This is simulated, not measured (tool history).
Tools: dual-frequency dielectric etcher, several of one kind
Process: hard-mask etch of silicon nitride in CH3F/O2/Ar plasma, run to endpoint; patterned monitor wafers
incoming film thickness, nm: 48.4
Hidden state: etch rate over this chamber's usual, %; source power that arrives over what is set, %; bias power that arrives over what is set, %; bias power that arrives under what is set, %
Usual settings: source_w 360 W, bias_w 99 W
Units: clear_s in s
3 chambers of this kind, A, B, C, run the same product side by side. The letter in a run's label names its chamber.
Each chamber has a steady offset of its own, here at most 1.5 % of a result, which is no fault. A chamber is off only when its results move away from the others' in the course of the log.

run	hour	source_w	bias_w	hours since the last wet clean	hours since the last source power generator calibration	hours since the last bias power generator calibration	clear_s
1C	15.4	360	99	650.0	698.9	3112.9	65.112
2A	22.4	360	99	273.5	4393.2	2864.8	64.812
3B	37.5	360	99	275.4	3943.3	1816.6	65.386
4C	44.8	360	99	679.4	728.3	3142.3	64.779
# hour 45.6: chamber C: wet clean of the chamber
5A	57.1	330	77	308.2	4427.9	2899.5	73.255
6B	64.4	330	77	302.3	3970.2	1843.5	74.287
7C	76.2	330	77	30.7	759.7	3173.7	73.564
8B	84.2	360	82	322.1	3990.0	1863.3	70.605
9A	97.9	360	82	349.0	4468.7	2940.3	69.672
10B	113.4	360	82	351.3	4019.2	1892.5	70.377
11C	125.1	360	113	79.6	808.6	3222.6	61.954
12A	138.4	360	113	389.5	4509.2	2980.8	61.539
# hour 139.3: chamber A: wet clean of the chamber
13C	153.2	360	113	107.7	836.7	3250.7	61.758
14B	161.8	360	99	399.7	4067.6	1940.9	65.303
15A	173.4	450	99	34.2	4544.2	3015.8	59.661
16C	184.7	450	99	139.2	868.2	3282.2	59.438
17A	200.2	450	99	61.0	4571.0	3042.6	59.865
18B	215.8	360	99	453.7	4121.6	1994.9	65.879
19A	229.2	360	99	90.0	4600.0	3071.6	64.502
# hour 238.0: chamber B: wet clean of the chamber
20C	238.5	360	99	193.0	922.0	3336.0	65.072
21B	253.3	360	99	15.3	4159.1	2032.4	65.404
22A	260.5	360	99	121.3	4631.3	3102.9	64.715
23B	275.7	360	99	37.7	4181.5	2054.8	65.862
24C	290.5	420	99	245.0	974.0	3388.0	61.394
25C	304.5	420	99	259.0	988.0	3402.0	61.195
26A	314.0	420	99	174.8	4684.8	3156.4	61.006
27B	324.7	360	99	86.7	4230.5	2103.8	65.505
28B	335.7	360	99	97.7	4241.5	2114.8	65.626
29C	349.3	360	99	303.8	1032.8	3446.8	64.634
30A	360.6	430	113	221.4	4731.4	3203.0	57.892
31C	367.8	430	113	322.3	1051.3	3465.3	57.868
32B	383.5	430	113	145.5	4289.3	2162.6	58.852
33A	393.1	360	99	253.9	4763.9	3235.5	65.420
34A	404.5	360	99	265.3	4775.3	3246.9	64.893
35C	413.6	360	99	368.1	1097.1	3511.1	64.924
36B	422.5	360	99	184.5	4328.3	2201.6	65.668
37A	434.2	360	99	295.0	4805.0	3276.6	64.534
38C	445.0	360	99	399.5	1128.5	3542.5	65.406
39B	455.6	360	99	217.6	4361.4	2234.7	65.437
40A	466.1	360	99	326.9	4836.9	3308.5	64.688
41C	479.2	360	99	433.7	1162.7	3576.7	64.701

What goes on in this fleet: one chamber off, a drifting gauge, or nothing beyond the chambers' own small offsets? Name the chamber and the cause, if any.

No chamber stands off beyond its own small offset, and the gauge holds steady.

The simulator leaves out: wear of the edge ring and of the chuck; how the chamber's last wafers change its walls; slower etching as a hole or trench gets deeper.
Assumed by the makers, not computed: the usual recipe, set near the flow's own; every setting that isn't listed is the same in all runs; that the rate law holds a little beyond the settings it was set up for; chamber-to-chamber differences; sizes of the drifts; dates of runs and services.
